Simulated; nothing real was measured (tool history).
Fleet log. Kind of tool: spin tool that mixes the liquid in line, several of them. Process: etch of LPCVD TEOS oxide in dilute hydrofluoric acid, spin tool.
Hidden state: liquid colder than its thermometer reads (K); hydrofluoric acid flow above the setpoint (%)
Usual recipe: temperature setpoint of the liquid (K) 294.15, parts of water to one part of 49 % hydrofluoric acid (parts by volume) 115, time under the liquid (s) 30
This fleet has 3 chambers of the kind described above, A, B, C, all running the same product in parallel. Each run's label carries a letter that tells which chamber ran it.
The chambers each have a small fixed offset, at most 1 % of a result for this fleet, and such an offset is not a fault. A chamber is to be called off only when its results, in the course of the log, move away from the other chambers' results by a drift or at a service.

run	hour	temperature setpoint of the liquid (K)	parts of water to one part of 49 % hydrofluoric acid (parts by volume)	time under the liquid (s)	hours since the thermometer was replaced	hours since the hydrofluoric acid flow meter was replaced	read-back film thickness of the LPCVD TEOS oxide reference wafer, read on the same gauge (nm)	thickness taken off the LPCVD TEOS oxide on a monitor wafer (Å)
1C	7.3	294.15	115	30	83.9	145.3	149.98	59.559
2B	13.4	294.15	115	30	76.0	979.2	150.02	59.742
3A	19.9	294.15	115	30	534.7	700.7	149.97	60.258
4B	25.6	294.15	115	30	88.2	991.4	149.99	59.483
5C	30.3	294.15	115	30	106.9	168.3	149.98	59.717
6A	36.8	294.15	115	30	551.6	717.6	149.97	60.074
7A	41.3	294.15	115	30	556.1	722.1	150.00	59.486
8B	45.5	294.15	115	30	108.1	1011.3	150.03	59.497
9C	53.0	294.15	115	30	129.6	191.0	150.00	59.783
10A	61.3	294.15	115	30	576.1	742.1	150.02	59.661
11C	70.6	294.15	65	40	147.2	208.6	150.04	149.780
12B	75.4	294.15	65	40	138.0	1041.2	149.99	145.980
13C	84.9	294.15	65	40	161.5	222.9	150.00	149.690
14B	90.4	294.15	115	30	153.0	1056.2	150.02	59.650
15A	98.4	294.15	115	30	613.2	779.2	149.98	60.461
16B	106.2	294.15	115	30	168.8	1072.0	149.99	59.471
17A	113.0	294.15	115	30	627.8	793.8	149.97	59.510
18C	122.9	294.15	115	30	199.5	260.9	149.98	61.274
19A	131.8	294.15	115	30	646.6	812.6	150.00	59.997
20B	137.9	294.15	115	30	200.5	1103.7	150.05	59.462
21C	144.4	294.15	115	30	221.0	282.4	149.98	61.344
22B	150.8	294.15	115	30	213.4	1116.6	150.03	59.916
23A	159.7	294.15	115	30	674.5	840.5	150.00	59.901
24C	165.9	294.15	115	30	242.5	303.9	150.00	62.350
25A	172.1	294.15	115	30	686.9	852.9	150.00	59.491
# hour 180.4: chamber B: hydrofluoric acid flow meter replaced
26C	181.9	294.15	115	30	258.5	319.9	150.03	62.330
27B	188.7	294.15	115	30	251.3	8.4	150.00	59.508
# hour 190.1: chamber A: hydrofluoric acid flow meter replaced
28A	195.6	294.15	115	30	710.4	5.6	150.04	60.070
29C	200.7	294.15	115	30	277.3	338.7	150.03	62.454
30B	207.5	294.15	115	30	270.1	27.2	150.00	59.494
31C	214.6	294.15	115	30	291.2	352.6	150.00	63.400
32B	222.6	294.15	115	30	285.2	42.3	150.00	59.221

Which is it: a chamber that has drifted or been left off by a service, a gauge drift common to all chambers, or only each chamber's usual small offset? If a chamber is off, name it and its likeliest cause.

Chamber C drifts away from the others.
Most likely cause: hydrofluoric acid flow above the setpoint (%) = 5.67.
From this log alone, it may not be told apart from: liquid hotter than its thermometer reads (K).

Which of the 4 candidates below, each the usual settings with something changed and its results left as question marks, puts chamber C back in line with what the other chambers give on the usual settings?
A result is in line if it is within this distance of the other chambers' mean on the usual settings: thickness taken off the LPCVD TEOS oxide on a monitor wafer (Å) 0.940
33C-1	229.7	291.65	115	30				?
33C-2	229.7	296.65	115	30				?
33C-3	229.7	295.65	115	30				?
33C-4	229.7	292.65	115	30				?

On the usual settings, the other chambers give on average: thickness taken off the LPCVD TEOS oxide on a monitor wafer (Å) 59.627
run	thickness taken off the LPCVD TEOS oxide on a monitor wafer (Å)
33C-1	57.443
33C-2	70.554
33C-3	67.752
33C-4	59.910
It is 33C-4 that realigns the chamber with its peers.
